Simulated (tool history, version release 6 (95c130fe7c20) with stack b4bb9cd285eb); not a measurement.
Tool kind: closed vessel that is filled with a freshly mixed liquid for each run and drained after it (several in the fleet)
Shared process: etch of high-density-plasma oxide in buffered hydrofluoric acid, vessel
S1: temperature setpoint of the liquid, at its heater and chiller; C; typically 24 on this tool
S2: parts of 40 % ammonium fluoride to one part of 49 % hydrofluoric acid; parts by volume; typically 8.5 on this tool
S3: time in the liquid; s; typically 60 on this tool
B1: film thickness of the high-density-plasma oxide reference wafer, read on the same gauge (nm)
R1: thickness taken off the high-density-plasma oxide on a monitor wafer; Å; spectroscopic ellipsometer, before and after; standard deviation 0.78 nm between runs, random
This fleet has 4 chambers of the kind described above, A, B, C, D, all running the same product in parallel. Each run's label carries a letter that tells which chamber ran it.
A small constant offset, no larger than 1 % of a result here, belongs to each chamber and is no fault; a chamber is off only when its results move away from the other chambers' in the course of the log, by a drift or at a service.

run 1D hour=2.8 | S1=24 S2=8.5 S3=60 | B1=90.024 | R1=847.34
run 2A hour=5.3 | S1=24 S2=8.5 S3=60 | B1=89.968 | R1=854.81
run 3C hour=8.9 | S1=24 S2=8.5 S3=60 | B1=90.013 | R1=848.09
run 4B hour=12.1 | S1=24 S2=8.5 S3=60 | B1=90.009 | R1=838.22
run 5C hour=17.8 | S1=24 S2=8.5 S3=60 | B1=89.985 | R1=861.14
run 6B hour=22.4 | S1=24 S2=8.5 S3=60 | B1=89.990 | R1=856.24
run 7A hour=27.9 | S1=24 S2=8.5 S3=60 | B1=90.021 | R1=852.66
run 8D hour=32.9 | S1=24 S2=8.5 S3=60 | B1=89.970 | R1=852.35
run 9D hour=37.0 | S1=24 S2=8.5 S3=60 | B1=89.995 | R1=842.05
run 10B hour=41.4 | S1=24 S2=8.5 S3=60 | B1=90.003 | R1=843.74
run 11C hour=44.1 | S1=24 S2=8.5 S3=60 | B1=89.967 | R1=853.04
run 12A hour=47.8 | S1=24 S2=8.5 S3=60 | B1=90.031 | R1=860.03
run 13A hour=51.8 | S1=24 S2=8.5 S3=60 | B1=90.021 | R1=858.22
-- hour=52.2 chamber C: thermometer replaced
run 14C hour=55.9 | S1=24 S2=8.5 S3=60 | B1=89.978 | R1=873.09
run 15D hour=58.9 | S1=24 S2=8.5 S3=60 | B1=90.028 | R1=857.18
run 16B hour=62.7 | S1=24 S2=8.5 S3=60 | B1=89.984 | R1=851.58
run 17D hour=67.2 | S1=24 S2=8.5 S3=60 | B1=89.939 | R1=835.48
run 18A hour=71.8 | S1=24 S2=8.5 S3=60 | B1=89.983 | R1=832.63
run 19C hour=75.5 | S1=24 S2=8.5 S3=60 | B1=90.038 | R1=869.78
run 20B hour=79.6 | S1=24 S2=8.5 S3=60 | B1=90.027 | R1=854.02
run 21B hour=82.2 | S1=24 S2=8.5 S3=60 | B1=90.022 | R1=836.45
run 22D hour=87.3 | S1=24 S2=8.5 S3=60 | B1=89.996 | R1=837.14
run 23C hour=90.4 | S1=24 S2=8.5 S3=60 | B1=89.974 | R1=855.92
run 24A hour=94.4 | S1=24 S2=8.5 S3=60 | B1=89.988 | R1=847.30
run 25C hour=99.0 | S1=24 S2=8.5 S3=60 | B1=90.038 | R1=857.63
run 26A hour=103.2 | S1=24 S2=8.5 S3=60 | B1=89.996 | R1=849.23
run 27D hour=107.2 | S1=24 S2=8.5 S3=60 | B1=89.989 | R1=849.99
run 28B hour=111.1 | S1=24 S2=8.5 S3=60 | B1=89.975 | R1=857.77
run 29B hour=114.8 | S1=24 S2=8.5 S3=60 | B1=89.986 | R1=842.30
run 30C hour=118.8 | S1=24 S2=8.5 S3=60 | B1=90.003 | R1=850.31
run 31A hour=123.8 | S1=24 S2=8.5 S3=60 | B1=89.983 | R1=859.20
run 32D hour=127.5 | S1=24 S2=8.5 S3=60 | B1=90.023 | R1=850.23
run 33D hour=129.9 | S1=24 S2=8.5 S3=35 | B1=89.989 | R1=491.93
run 34B hour=133.0 | S1=24 S2=8.5 S3=35 | B1=89.993 | R1=493.04
run 35A hour=135.9 | S1=24 S2=8.5 S3=35 | B1=90.057 | R1=497.35
run 36C hour=139.0 | S1=24 S2=8.5 S3=35 | B1=89.972 | R1=499.19
run 37B hour=144.2 | S1=20 S2=10.0 S3=60 | B1=89.990 | R1=607.07
run 38D hour=147.3 | S1=20 S2=10.0 S3=60 | B1=89.995 | R1=606.72
run 39A hour=149.9 | S1=20 S2=10.0 S3=60 | B1=89.988 | R1=606.20
run 40C hour=153.4 | S1=20 S2=10.0 S3=60 | B1=90.057 | R1=603.59

One chamber off, gauge drift, or nothing amiss beyond the chambers' own small offsets? If it is a chamber, which one, and what is the likeliest cause?

Neither any chamber nor the gauge drifts; the chambers differ only by their own small, steady offsets.
